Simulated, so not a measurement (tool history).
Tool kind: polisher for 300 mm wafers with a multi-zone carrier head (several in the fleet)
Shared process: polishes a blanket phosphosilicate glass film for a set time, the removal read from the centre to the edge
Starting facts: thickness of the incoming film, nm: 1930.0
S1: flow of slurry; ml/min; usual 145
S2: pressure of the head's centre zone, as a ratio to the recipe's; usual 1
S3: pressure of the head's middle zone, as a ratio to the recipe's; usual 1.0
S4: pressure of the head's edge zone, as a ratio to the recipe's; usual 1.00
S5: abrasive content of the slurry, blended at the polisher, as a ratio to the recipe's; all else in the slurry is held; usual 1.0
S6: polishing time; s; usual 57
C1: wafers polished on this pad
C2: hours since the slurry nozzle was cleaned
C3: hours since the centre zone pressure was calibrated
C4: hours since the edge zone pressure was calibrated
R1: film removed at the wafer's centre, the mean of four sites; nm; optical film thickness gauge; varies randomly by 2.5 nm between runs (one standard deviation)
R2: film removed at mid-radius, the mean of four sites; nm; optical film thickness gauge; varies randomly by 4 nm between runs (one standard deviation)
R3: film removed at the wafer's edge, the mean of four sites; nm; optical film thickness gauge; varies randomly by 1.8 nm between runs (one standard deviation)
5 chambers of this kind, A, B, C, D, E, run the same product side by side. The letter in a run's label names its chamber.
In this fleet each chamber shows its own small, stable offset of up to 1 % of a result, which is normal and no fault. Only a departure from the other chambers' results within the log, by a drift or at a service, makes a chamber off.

| run | day | S1 | S2 | S3 | S4 | S5 | S6 | C1 | C2 | C3 | C4 | R1 | R2 | R3 |
|---|---|---|---|---|---|---|---|---|---|---|---|---|---|---|
| 1C | 0.383 | 145 | 1 | 1.0 | 1.00 | 1.0 | 57 | 585 | 23.3 | 157.4 | 122.9 | 269.15 | 270.35 | 275.12 |
| 2B | 0.679 | 145 | 1 | 1.0 | 1.00 | 1.0 | 57 | 642 | 299.5 | 659.8 | 885.0 | 274.58 | 269.93 | 267.39 |
| 3D | 1.017 | 145 | 1 | 1.0 | 1.00 | 1.0 | 57 | 606 | 705.2 | 427.3 | 129.7 | 265.37 | 266.93 | 268.60 |
|  | 1.371 | chamber D: worn pad replaced by a new one |
| 4A | 1.475 | 145 | 1 | 1.0 | 1.00 | 1.0 | 57 | 759 | 301.6 | 475.2 | 122.8 | 273.64 | 271.76 | 270.03 |
| 5E | 1.717 | 145 | 1 | 0.9 | 1.00 | 1.0 | 57 | 631 | 524.5 | 1280.4 | 362.8 | 270.07 | 239.74 | 269.99 |
|  | 2.075 | chamber E: slurry nozzle cleaned |
| 6C | 2.150 | 145 | 1 | 0.9 | 1.00 | 1.0 | 57 | 934 | 65.7 | 199.8 | 165.3 | 270.40 | 242.15 | 269.41 |
|  | 2.467 | chamber A: slurry nozzle cleaned |
| 7B | 2.542 | 145 | 1 | 0.9 | 1.00 | 1.0 | 57 | 1010 | 344.2 | 704.5 | 929.7 | 271.84 | 243.09 | 271.83 |
|  | 2.625 | chamber A: worn pad replaced by a new one |
|  | 2.783 | chamber E: worn pad replaced by a new one |
| 8A | 2.858 | 145 | 1 | 0.9 | 1.00 | 1.0 | 57 | 46 | 9.4 | 508.4 | 156.0 | 271.38 | 243.42 | 270.11 |
|  | 3.050 | chamber B: slurry nozzle cleaned |
| 9D | 3.225 | 145 | 1 | 0.9 | 1.00 | 1.0 | 57 | 366 | 758.2 | 480.3 | 182.7 | 265.80 | 244.40 | 271.26 |
| 10E | 3.625 | 145 | 1 | 1.0 | 1.00 | 1.0 | 57 | 166 | 37.2 | 1326.2 | 408.6 | 273.32 | 275.49 | 272.38 |
|  | 3.638 | chamber C: worn pad replaced by a new one |
| 11A | 4.083 | 145 | 1 | 1.0 | 1.00 | 1.0 | 57 | 288 | 38.8 | 537.8 | 185.4 | 272.74 | 266.11 | 273.65 |
|  | 4.429 | chamber D: worn pad replaced by a new one |
| 12D | 4.508 | 145 | 1 | 1.0 | 1.00 | 1.0 | 57 | 15 | 789.0 | 511.1 | 213.5 | 272.34 | 270.20 | 271.03 |
| 13E | 4.754 | 145 | 1 | 1.0 | 1.00 | 1.0 | 57 | 390 | 64.3 | 1353.3 | 435.7 | 270.72 | 271.29 | 272.86 |
|  | 4.921 | chamber B: edge zone pressure recalibrated |
| 14B | 4.992 | 145 | 1 | 1.0 | 1.00 | 1.0 | 57 | 1494 | 46.7 | 763.3 | 1.8 | 268.54 | 265.56 | 270.04 |
| 15C | 5.371 | 145 | 1 | 1.0 | 1.00 | 1.0 | 57 | 342 | 143.0 | 277.1 | 242.6 | 268.51 | 272.48 | 267.45 |
|  | 5.429 | chamber B: worn pad replaced by a new one |
| 16C | 5.829 | 145 | 1 | 1.0 | 1.00 | 1.0 | 57 | 433 | 154.0 | 288.1 | 253.6 | 271.85 | 275.09 | 272.04 |
|  | 6.054 | chamber D: slurry nozzle cleaned |
| 17B | 6.288 | 145 | 1 | 1.0 | 1.00 | 1.0 | 57 | 170 | 77.8 | 794.4 | 32.9 | 272.48 | 273.20 | 271.39 |
| 18A | 6.733 | 145 | 1 | 1.0 | 1.00 | 1.0 | 57 | 811 | 102.4 | 601.4 | 249.0 | 272.20 | 264.50 | 274.45 |
| 19D | 7.050 | 145 | 1 | 1.0 | 1.00 | 1.0 | 57 | 518 | 23.9 | 572.1 | 274.5 | 269.36 | 274.77 | 272.63 |
|  | 7.067 | chamber D: worn pad replaced by a new one |
|  | 7.088 | chamber E: worn pad replaced by a new one |
| 20E | 7.446 | 145 | 1 | 1.0 | 1.04 | 1.0 | 71 | 71 | 128.9 | 1417.9 | 500.3 | 335.61 | 336.74 | 347.32 |
| 21B | 7.717 | 145 | 1 | 1.0 | 1.04 | 1.0 | 71 | 452 | 112.1 | 828.7 | 67.2 | 331.63 | 341.07 | 344.83 |
| 22E | 8.108 | 145 | 1 | 1.0 | 1.04 | 1.0 | 71 | 202 | 144.8 | 1433.8 | 516.2 | 338.26 | 335.64 | 343.30 |
|  | 8.350 | chamber A: worn pad replaced by a new one |
| 23D | 8.479 | 145 | 1 | 1.0 | 1.04 | 1.0 | 71 | 279 | 58.2 | 606.4 | 308.8 | 335.02 | 337.38 | 344.97 |
| 24A | 8.704 | 145 | 1 | 1.0 | 1.04 | 1.0 | 71 | 70 | 149.7 | 648.7 | 296.3 | 333.75 | 326.39 | 342.53 |
| 25C | 9.025 | 145 | 1 | 1.0 | 1.00 | 1.0 | 57 | 1064 | 230.7 | 364.8 | 330.3 | 272.77 | 275.77 | 274.20 |
| 26B | 9.446 | 145 | 1 | 1.0 | 1.00 | 1.0 | 57 | 794 | 153.6 | 870.2 | 108.7 | 269.51 | 269.83 | 268.14 |
| 27D | 9.704 | 145 | 1 | 1.0 | 1.00 | 1.0 | 57 | 521 | 87.6 | 635.8 | 338.2 | 271.08 | 273.79 | 273.32 |
|  | 9.746 | chamber D: worn pad replaced by a new one |
| 28E | 9.971 | 145 | 1 | 1.0 | 1.00 | 1.0 | 57 | 570 | 189.5 | 1478.5 | 560.9 | 269.41 | 267.29 | 271.47 |
|  | 10.296 | chamber A: centre zone pressure recalibrated |
| 29C | 10.458 | 145 | 1 | 1.0 | 1.00 | 1.0 | 57 | 1347 | 265.1 | 399.2 | 364.7 | 271.03 | 271.41 | 275.92 |
|  | 10.833 | chamber E: worn pad replaced by a new one |
| 30A | 10.850 | 145 | 1 | 1.0 | 1.00 | 1.0 | 57 | 494 | 201.2 | 13.3 | 347.8 | 266.29 | 272.28 | 270.80 |
| 31D | 11.321 | 145 | 1 | 1.0 | 1.00 | 1.0 | 57 | 311 | 126.4 | 674.6 | 377.0 | 272.67 | 264.04 | 268.56 |
|  | 11.471 | chamber C: worn pad replaced by a new one |
| 32C | 11.554 | 145 | 1 | 1.0 | 1.00 | 1.0 | 57 | 16 | 291.4 | 425.5 | 391.0 | 263.77 | 269.14 | 274.66 |
| 33E | 11.829 | 145 | 1 | 1.0 | 1.00 | 1.0 | 57 | 197 | 234.1 | 1523.1 | 605.5 | 271.19 | 269.65 | 273.66 |
|  | 12.062 | chamber E: centre zone pressure recalibrated |
| 34A | 12.100 | 145 | 1 | 1.0 | 1.00 | 1.0 | 57 | 741 | 231.2 | 43.3 | 377.8 | 272.50 | 265.97 | 268.04 |
|  | 12.275 | chamber B: worn pad replaced by a new one |
| 35B | 12.338 | 145 | 1 | 1.0 | 1.00 | 1.0 | 57 | 12 | 223.0 | 939.6 | 178.1 | 268.39 | 268.55 | 272.35 |
|  | 12.754 | chamber A: worn pad replaced by a new one |
| 36D | 12.804 | 145 | 1 | 1.0 | 1.00 | 1.0 | 57 | 604 | 162.0 | 710.2 | 412.6 | 269.64 | 275.67 | 269.91 |
|  | 12.992 | chamber D: worn pad replaced by a new one |
| 37E | 13.158 | 145 | 1 | 1.0 | 1.00 | 1.0 | 57 | 459 | 266.0 | 26.4 | 637.4 | 267.97 | 265.80 | 272.29 |
| 38A | 13.454 | 145 | 1 | 1.0 | 1.00 | 1.0 | 57 | 138 | 263.7 | 75.8 | 410.3 | 274.50 | 265.00 | 266.34 |
| 39C | 13.888 | 145 | 1 | 0.9 | 1.00 | 0.9 | 57 | 477 | 347.4 | 481.5 | 447.0 | 255.17 | 235.42 | 259.63 |
| 40B | 14.167 | 145 | 1 | 0.9 | 1.00 | 0.9 | 57 | 374 | 266.9 | 983.5 | 222.0 | 262.78 | 229.12 | 259.12 |
| 41B | 14.646 | 145 | 1 | 0.9 | 1.00 | 0.9 | 57 | 468 | 278.4 | 995.0 | 233.5 | 261.21 | 234.09 | 258.24 |
|  | 14.817 | chamber E: worn pad replaced by a new one |
| 42E | 15.067 | 145 | 1 | 0.9 | 1.00 | 0.9 | 57 | 49 | 311.8 | 72.2 | 683.2 | 256.77 | 236.52 | 258.48 |
| 43D | 15.454 | 145 | 1 | 0.9 | 1.00 | 0.9 | 57 | 486 | 225.6 | 773.8 | 476.2 | 257.40 | 235.92 | 258.08 |

Is one chamber off against the others, does the gauge drift, or is nothing wrong? If a chamber is off, say which, and what the likeliest cause is.

No chamber is off and the gauge is stable; the differences are just each chamber's small, constant offset.

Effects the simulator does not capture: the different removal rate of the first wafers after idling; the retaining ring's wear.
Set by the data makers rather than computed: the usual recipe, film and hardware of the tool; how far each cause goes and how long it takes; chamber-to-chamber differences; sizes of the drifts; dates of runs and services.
